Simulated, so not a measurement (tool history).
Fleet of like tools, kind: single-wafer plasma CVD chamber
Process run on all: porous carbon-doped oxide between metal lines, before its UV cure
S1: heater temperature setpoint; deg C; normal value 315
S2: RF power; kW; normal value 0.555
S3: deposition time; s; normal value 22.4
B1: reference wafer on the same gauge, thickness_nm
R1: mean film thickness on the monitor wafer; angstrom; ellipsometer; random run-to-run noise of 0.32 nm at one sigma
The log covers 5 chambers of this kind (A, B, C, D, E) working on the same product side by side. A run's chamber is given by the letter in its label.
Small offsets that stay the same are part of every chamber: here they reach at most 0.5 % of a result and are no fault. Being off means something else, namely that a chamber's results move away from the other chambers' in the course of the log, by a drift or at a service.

| run | hour | S1 | S2 | S3 | B1 | R1 |
|---|---|---|---|---|---|---|
| 1A | 6.6 | 315 | 0.555 | 22.4 | 136.94 | 1214.2 |
| 2B | 12.0 | 315 | 0.555 | 22.4 | 137.09 | 1198.0 |
| 3C | 18.8 | 315 | 0.555 | 22.4 | 136.94 | 1204.2 |
| 4D | 27.7 | 315 | 0.555 | 22.4 | 136.93 | 1205.7 |
|  | 32.3 | chamber A: RF generator calibrated |
| 5E | 36.7 | 304 | 0.500 | 22.4 | 137.07 | 1199.7 |
| 6B | 42.0 | 304 | 0.500 | 22.4 | 137.01 | 1185.4 |
|  | 46.8 | chamber D: thermocouple changed; heater temperature recalibrated |
| 7E | 49.9 | 304 | 0.500 | 22.4 | 136.98 | 1203.1 |
| 8C | 58.8 | 304 | 0.500 | 22.4 | 136.97 | 1193.1 |
| 9A | 66.4 | 304 | 0.500 | 22.4 | 137.04 | 1200.7 |
| 10D | 72.7 | 315 | 0.555 | 22.4 | 137.02 | 1204.1 |
| 11B | 77.5 | 315 | 0.555 | 22.4 | 136.96 | 1200.0 |
| 12D | 83.1 | 315 | 0.555 | 22.4 | 137.06 | 1204.9 |
| 13E | 88.4 | 315 | 0.555 | 22.4 | 137.06 | 1210.7 |
| 14C | 95.9 | 315 | 0.555 | 22.4 | 137.09 | 1204.5 |
| 15A | 103.5 | 315 | 0.555 | 22.4 | 136.93 | 1213.5 |
| 16C | 107.9 | 315 | 0.555 | 22.4 | 136.93 | 1204.2 |
|  | 115.0 | chamber C: thermocouple changed; heater temperature recalibrated |
| 17D | 117.5 | 315 | 0.555 | 22.4 | 137.05 | 1206.5 |
| 18E | 123.6 | 315 | 0.555 | 22.4 | 136.93 | 1212.4 |
| 19B | 132.0 | 315 | 0.555 | 22.4 | 136.98 | 1199.6 |
| 20A | 139.0 | 307 | 0.515 | 22.4 | 137.00 | 1204.7 |
| 21A | 145.4 | 307 | 0.515 | 22.4 | 136.92 | 1194.7 |
| 22D | 150.1 | 307 | 0.515 | 22.4 | 136.99 | 1194.4 |
| 23B | 156.0 | 307 | 0.515 | 22.4 | 136.98 | 1188.4 |
| 24C | 164.7 | 307 | 0.515 | 22.4 | 137.01 | 1196.3 |
|  | 169.0 | chamber A: thermocouple changed; heater temperature recalibrated |
| 25E | 174.8 | 315 | 0.555 | 22.4 | 137.00 | 1208.2 |
| 26B | 184.3 | 315 | 0.555 | 22.4 | 137.06 | 1201.8 |
| 27D | 193.3 | 315 | 0.555 | 22.4 | 137.00 | 1204.5 |
| 28C | 202.5 | 315 | 0.555 | 22.4 | 136.97 | 1203.9 |
| 29E | 212.6 | 315 | 0.555 | 22.4 | 136.96 | 1212.1 |
| 30A | 217.3 | 315 | 0.555 | 22.4 | 136.92 | 1246.7 |
| 31E | 223.7 | 315 | 0.555 | 22.4 | 136.91 | 1215.5 |
| 32B | 232.8 | 301 | 0.555 | 22.4 | 137.06 | 1293.8 |
| 33D | 237.8 | 301 | 0.555 | 22.4 | 136.96 | 1297.5 |
| 34C | 245.8 | 301 | 0.555 | 22.4 | 136.95 | 1294.4 |
| 35A | 254.4 | 301 | 0.555 | 22.4 | 136.99 | 1353.9 |
| 36E | 261.6 | 301 | 0.555 | 22.4 | 136.89 | 1301.5 |
| 37B | 267.0 | 315 | 0.555 | 22.4 | 137.08 | 1200.5 |
| 38C | 272.3 | 315 | 0.555 | 22.4 | 136.97 | 1200.5 |
| 39A | 279.8 | 315 | 0.555 | 22.4 | 137.03 | 1257.9 |
| 40D | 286.9 | 315 | 0.555 | 22.4 | 136.96 | 1204.1 |

All 5 chambers run these settings next. Forecast each chamber's results:
| 41A | 294.3 | 315 | 0.555 | 22.4 |  | ? |
| 41B | 294.3 | 315 | 0.555 | 22.4 |  | ? |
| 41C | 294.3 | 315 | 0.555 | 22.4 |  | ? |
| 41D | 294.3 | 315 | 0.555 | 22.4 |  | ? |
| 41E | 294.3 | 315 | 0.555 | 22.4 |  | ? |

| run | R1 |
|---|---|
| 41A | 1253.9 |
| 41B | 1200.4 |
| 41C | 1201.0 |
| 41D | 1209.6 |
| 41E | 1204.6 |

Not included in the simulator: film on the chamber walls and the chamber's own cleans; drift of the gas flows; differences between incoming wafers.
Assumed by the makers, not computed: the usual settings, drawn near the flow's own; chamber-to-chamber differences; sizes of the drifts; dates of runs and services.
